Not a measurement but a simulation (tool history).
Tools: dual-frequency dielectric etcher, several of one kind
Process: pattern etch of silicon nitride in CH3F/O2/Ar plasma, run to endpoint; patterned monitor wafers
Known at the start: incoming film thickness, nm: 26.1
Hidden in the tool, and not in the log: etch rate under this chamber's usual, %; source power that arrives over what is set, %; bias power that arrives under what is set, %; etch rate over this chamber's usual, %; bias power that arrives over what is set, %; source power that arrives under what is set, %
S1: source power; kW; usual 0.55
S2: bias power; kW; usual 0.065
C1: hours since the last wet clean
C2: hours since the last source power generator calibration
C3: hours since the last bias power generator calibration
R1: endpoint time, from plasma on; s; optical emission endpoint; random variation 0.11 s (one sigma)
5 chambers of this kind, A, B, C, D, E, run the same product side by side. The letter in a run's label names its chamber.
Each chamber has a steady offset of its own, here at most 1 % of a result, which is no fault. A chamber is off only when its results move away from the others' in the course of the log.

run,day,S1,S2,C1,C2,C3,R1
1A,0.475,0.55,0.065,185,3091.3,1307.1,34.563
2C,0.771,0.55,0.065,61.3,3438.8,2643.8,34.606
3B,1.075,0.55,0.065,190.8,2309.3,2329.9,34.74
4E,1.475,0.55,0.065,224.5,2595.2,2067.5,34.179
5D,1.825,0.55,0.065,354.8,2878.4,1172.9,34.678
6E,2.262,0.55,0.065,243.4,2614.1,2086.4,34.069
7C,2.667,0.55,0.065,106.8,3484.3,2689.3,34.516
8A,2.962,0.55,0.065,244.7,3151,1366.8,34.617
9B,3.362,0.55,0.065,245.7,2364.2,2384.8,34.818
10D,3.704,0.55,0.065,399.9,2923.5,1218,34.475
# day 3.858: chamber D: wet clean of the chamber
11D,4.142,0.55,0.065,6.9,2934,1228.5,34.583
12E,4.429,0.55,0.065,295.4,2666.1,2138.4,34.534
13B,4.775,0.55,0.065,279.6,2398.1,2418.7,34.877
# day 5.042: chamber C: source power generator calibrated
14A,5.254,0.55,0.065,299.7,3206,1421.8,34.518
# day 5.283: chamber E: bias power generator calibrated
15C,5.529,0.55,0.065,175.5,11.8,2758,34.453
16B,5.788,0.55,0.065,303.9,2422.4,2443,34.8
17A,6.192,0.55,0.065,322.2,3228.5,1444.3,34.652
# day 6.496: chamber A: wet clean of the chamber
18D,6.646,0.44,0.079,67,2994.1,1288.6,35.442
19C,7.021,0.44,0.079,211.3,47.6,2793.8,35.438
20E,7.479,0.44,0.079,368.6,2739.3,52.8,35.123
21C,7.717,0.44,0.079,228,64.3,2810.5,35.228
22B,8.108,0.44,0.079,359.6,2478.1,2498.7,35.291
23A,8.446,0.55,0.065,46.9,3282.6,1498.4,36.025
24E,8.792,0.55,0.065,400.1,2770.8,84.3,34.277
25D,9.108,0.55,0.065,126.1,3053.2,1347.7,34.374
26D,9.496,0.55,0.065,135.4,3062.5,1357,34.306
27A,9.838,0.55,0.065,80.3,3316,1531.8,35.862
# day 10.004: chamber E: wet clean of the chamber
28C,10.058,0.55,0.065,284.2,120.5,2866.7,34.483
29B,10.496,0.59,0.065,416.9,2535.4,2556,33.723
30E,10.792,0.59,0.065,19,2818.8,132.3,33.428
31B,11.083,0.59,0.065,431,2549.5,2570.1,34.058
32D,11.346,0.59,0.065,179.8,3106.9,1401.4,33.601
33A,11.788,0.59,0.065,127.1,3362.8,1578.6,34.894
34E,12.033,0.55,0.065,48.8,2848.6,162.1,34.499
35C,12.325,0.55,0.065,338.6,174.9,2921.1,34.459
36B,12.654,0.55,0.065,468.7,2587.2,2607.8,34.857
37C,12.908,0.55,0.065,352.6,188.9,2935.1,34.554
38A,13.196,0.55,0.065,160.9,3396.6,1612.4,35.943

Next, every chamber runs the same settings. What will each give?
39A,13.554,0.55,0.065,,,,?
39B,13.554,0.55,0.065,,,,?
39C,13.554,0.55,0.065,,,,?
39D,13.554,0.55,0.065,,,,?
39E,13.554,0.55,0.065,,,,?

run,R1
39A,35.978
39B,34.714
39C,34.348
39D,34.411
39E,34.502
